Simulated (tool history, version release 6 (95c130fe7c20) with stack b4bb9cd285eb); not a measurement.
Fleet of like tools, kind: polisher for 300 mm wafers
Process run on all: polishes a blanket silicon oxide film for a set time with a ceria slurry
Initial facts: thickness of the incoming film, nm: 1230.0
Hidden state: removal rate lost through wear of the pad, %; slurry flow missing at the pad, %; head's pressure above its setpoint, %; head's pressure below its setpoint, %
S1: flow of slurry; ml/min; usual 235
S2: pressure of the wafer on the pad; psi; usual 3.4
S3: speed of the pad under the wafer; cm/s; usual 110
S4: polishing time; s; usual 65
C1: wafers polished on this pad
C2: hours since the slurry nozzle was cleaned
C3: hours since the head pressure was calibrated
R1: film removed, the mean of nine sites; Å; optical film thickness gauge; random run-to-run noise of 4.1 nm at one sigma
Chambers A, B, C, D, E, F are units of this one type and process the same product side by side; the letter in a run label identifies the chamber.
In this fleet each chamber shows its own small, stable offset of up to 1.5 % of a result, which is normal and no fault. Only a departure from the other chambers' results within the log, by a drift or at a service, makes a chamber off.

Run 1C, hour 6.1: usual settings; C1 1039; C2 52.3; C3 40.7. Result: R1 3304.3 Å.
At hour 7.2: chamber F: head pressure recalibrated.
Run 2B, hour 14.1: usual settings; C1 288; C2 161.8; C3 78.6. Result: R1 3295.5 Å.
At hour 17.5: chamber E: head pressure recalibrated.
Run 3A, hour 26.9: usual settings; C1 847; C2 92.1; C3 391.1. Result: R1 3417.5 Å.
Run 4F, hour 36: usual settings; C1 617; C2 743.3; C3 28.9. Result: R1 3206.7 Å.
Run 5D, hour 42.1: usual settings; C1 406; C2 290.4; C3 273.6. Result: R1 3263.6 Å.
At hour 44.3: chamber F: worn pad replaced by a new one.
At hour 46.2: chamber E: worn pad replaced by a new one.
At hour 47.6: chamber A: worn pad replaced by a new one.
At hour 48.3: chamber C: worn pad replaced by a new one.
Run 6E, hour 49.1: usual settings; C1 27; C2 365.3; C3 31.7. Result: R1 3313.2 Å.
At hour 53.1: chamber B: slurry nozzle cleaned.
Run 7C, hour 57: usual settings; C1 81; C2 103.2; C3 91.6. Result: R1 3333.6 Å.
Run 8F, hour 64.5: usual settings; C1 188; C2 771.8; C3 57.4. Result: R1 3328.7 Å.
Run 9A, hour 72.4: usual settings but S2 2.5 psi, S3 142 cm/s; C1 231; C2 137.6; C3 436.6. Result: R1 3167.1 Å.
Run 10E, hour 78.2: usual settings but S2 2.5 psi, S3 142 cm/s; C1 299; C2 394.4; C3 60.8. Result: R1 3063 Å.
At hour 79.8: chamber B: worn pad replaced by a new one.
Run 11D, hour 89.3: usual settings but S2 2.5 psi, S3 142 cm/s; C1 846; C2 337.6; C3 320.8. Result: R1 3080 Å.
Run 12B, hour 99: usual settings but S2 2.5 psi, S3 142 cm/s; C1 179; C2 45.9; C3 163.5. Result: R1 3155.3 Å.
Run 13C, hour 112: usual settings but S2 2.5 psi, S3 142 cm/s; C1 594; C2 158.2; C3 146.6. Result: R1 3139.3 Å.
Run 14A, hour 121.9: usual settings but S2 2.5 psi, S3 142 cm/s; C1 693; C2 187.1; C3 486.1. Result: R1 3082.5 Å.
At hour 122.3: chamber D: slurry nozzle cleaned.
Run 15F, hour 134: usual settings; C1 836; C2 841.3; C3 126.9. Result: R1 3239.6 Å.
At hour 135.2: chamber F: worn pad replaced by a new one.
Run 16B, hour 146.4: usual settings; C1 621; C2 93.3; C3 210.9. Result: R1 3320.6 Å.
At hour 152.2: chamber E: worn pad replaced by a new one.
Run 17E, hour 152.3: usual settings; C1 1; C2 468.5; C3 134.9. Result: R1 3290.7 Å.
Run 18D, hour 159.6: usual settings; C1 1501; C2 37.4; C3 391.1. Result: R1 3292.9 Å.
At hour 161.2: chamber B: worn pad replaced by a new one.
At hour 163.3: chamber D: worn pad replaced by a new one.
At hour 163.7: chamber A: worn pad replaced by a new one.
Run 19F, hour 166: usual settings; C1 288; C2 873.3; C3 158.9. Result: R1 3257.7 Å.
Run 20E, hour 171.9: usual settings; C1 183; C2 488.1; C3 154.5. Result: R1 3200 Å.
Run 21A, hour 180.3: usual settings; C1 155; C2 245.5; C3 544.5. Result: R1 3331.7 Å.
At hour 183.8: chamber C: worn pad replaced by a new one.
Run 22C, hour 188.6: usual settings; C1 44; C2 234.8; C3 223.2. Result: R1 3202.3 Å.
Run 23B, hour 196: usual settings; C1 325; C2 142.9; C3 260.5. Result: R1 3375.1 Å.
At hour 201.6: chamber F: slurry nozzle cleaned.
At hour 202.3: chamber A: head pressure recalibrated.
Run 24D, hour 205.4: usual settings but S1 180 ml/min; C1 393; C2 83.2; C3 436.9. Result: R1 3143.6 Å.
At hour 211.6: chamber E: slurry nozzle cleaned.
Run 25B, hour 213.1: usual settings but S1 180 ml/min; C1 484; C2 160; C3 277.6. Result: R1 3125.2 Å.
Run 26D, hour 223.2: usual settings but S1 180 ml/min; C1 559; C2 101; C3 454.7. Result: R1 3153 Å.
At hour 223.3: chamber F: worn pad replaced by a new one.
Run 27A, hour 233.2: usual settings but S1 180 ml/min; C1 648; C2 298.4; C3 30.9. Result: R1 3149 Å.
At hour 241.1: chamber B: worn pad replaced by a new one.
Run 28C, hour 243.7: usual settings but S1 180 ml/min; C1 558; C2 289.9; C3 278.3. Result: R1 3249.8 Å.
Run 29F, hour 254.5: usual settings but S1 180 ml/min; C1 291; C2 52.9; C3 247.4. Result: R1 3149.2 Å.
At hour 262.1: chamber E: worn pad replaced by a new one.
Run 30E, hour 263.5: usual settings; C1 13; C2 51.9; C3 246.1. Result: R1 3222 Å.
At hour 264: chamber B: slurry nozzle cleaned.
Run 31F, hour 275.3: usual settings; C1 485; C2 73.7; C3 268.2. Result: R1 3279.8 Å.
At hour 278.3: chamber A: worn pad replaced by a new one.
Run 32C, hour 281.1: usual settings but S1 205 ml/min, S3 134 cm/s; C1 907; C2 327.3; C3 315.7. Result: R1 3959.9 Å.
Run 33A, hour 289.8: usual settings but S1 205 ml/min, S3 134 cm/s; C1 107; C2 355; C3 87.5. Result: R1 3879.8 Å.
Run 34B, hour 301.7: usual settings but S1 205 ml/min, S3 134 cm/s; C1 566; C2 37.8; C3 366.2. Result: R1 3951.6 Å.
At hour 312.8: chamber F: worn pad replaced by a new one.
Run 35E, hour 314.1: usual settings but S1 205 ml/min, S3 134 cm/s; C1 485; C2 102.5; C3 296.7. Result: R1 3871.7 Å.
At hour 320.3: chamber D: worn pad replaced by a new one.
Run 36D, hour 322.4: usual settings but S1 205 ml/min, S3 134 cm/s; C1 20; C2 200.2; C3 553.9. Result: R1 3875.1 Å.
At hour 323.9: chamber C: slurry nozzle cleaned.
At hour 327.5: chamber B: worn pad replaced by a new one.
Run 37B, hour 328.5: usual settings but S1 205 ml/min, S3 134 cm/s; C1 9; C2 64.6; C3 393. Result: R1 3931.5 Å.
At hour 334.3: chamber C: worn pad replaced by a new one.
Run 38E, hour 338.8: usual settings; C1 715; C2 127.2; C3 321.4. Result: R1 3355.6 Å.
Run 39A, hour 346.8: usual settings but S2 2.7 psi; C1 638; C2 412; C3 144.5. Result: R1 2631 Å.
Run 40C, hour 353: usual settings but S2 2.7 psi; C1 174; C2 29.1; C3 387.6. Result: R1 2613.1 Å.
Run 41D, hour 361.7: usual settings but S2 2.7 psi; C1 386; C2 239.5; C3 593.2. Result: R1 2670.5 Å.
Run 42F, hour 370.9: usual settings but S2 2.7 psi; C1 542; C2 169.3; C3 363.8. Result: R1 2623 Å.
Run 43F, hour 383.9: usual settings but S2 2.7 psi; C1 663; C2 182.3; C3 376.8. Result: R1 2592.4 Å.

The same settings go to every chamber for the next run, one line per chamber below. Forecast the results for each:
Run 44A, hour 393.5: usual settings. Result: R1 ?.
Run 44B, hour 393.5: usual settings. Result: R1 ?.
Run 44C, hour 393.5: usual settings. Result: R1 ?.
Run 44D, hour 393.5: usual settings. Result: R1 ?.
Run 44E, hour 393.5: usual settings. Result: R1 ?.
Run 44F, hour 393.5: usual settings. Result: R1 ?.

run      R1
44A  3276.4
44B  3167.6
44C  3265.3
44D  3307.6
44E  3233.1
44F  3283.9
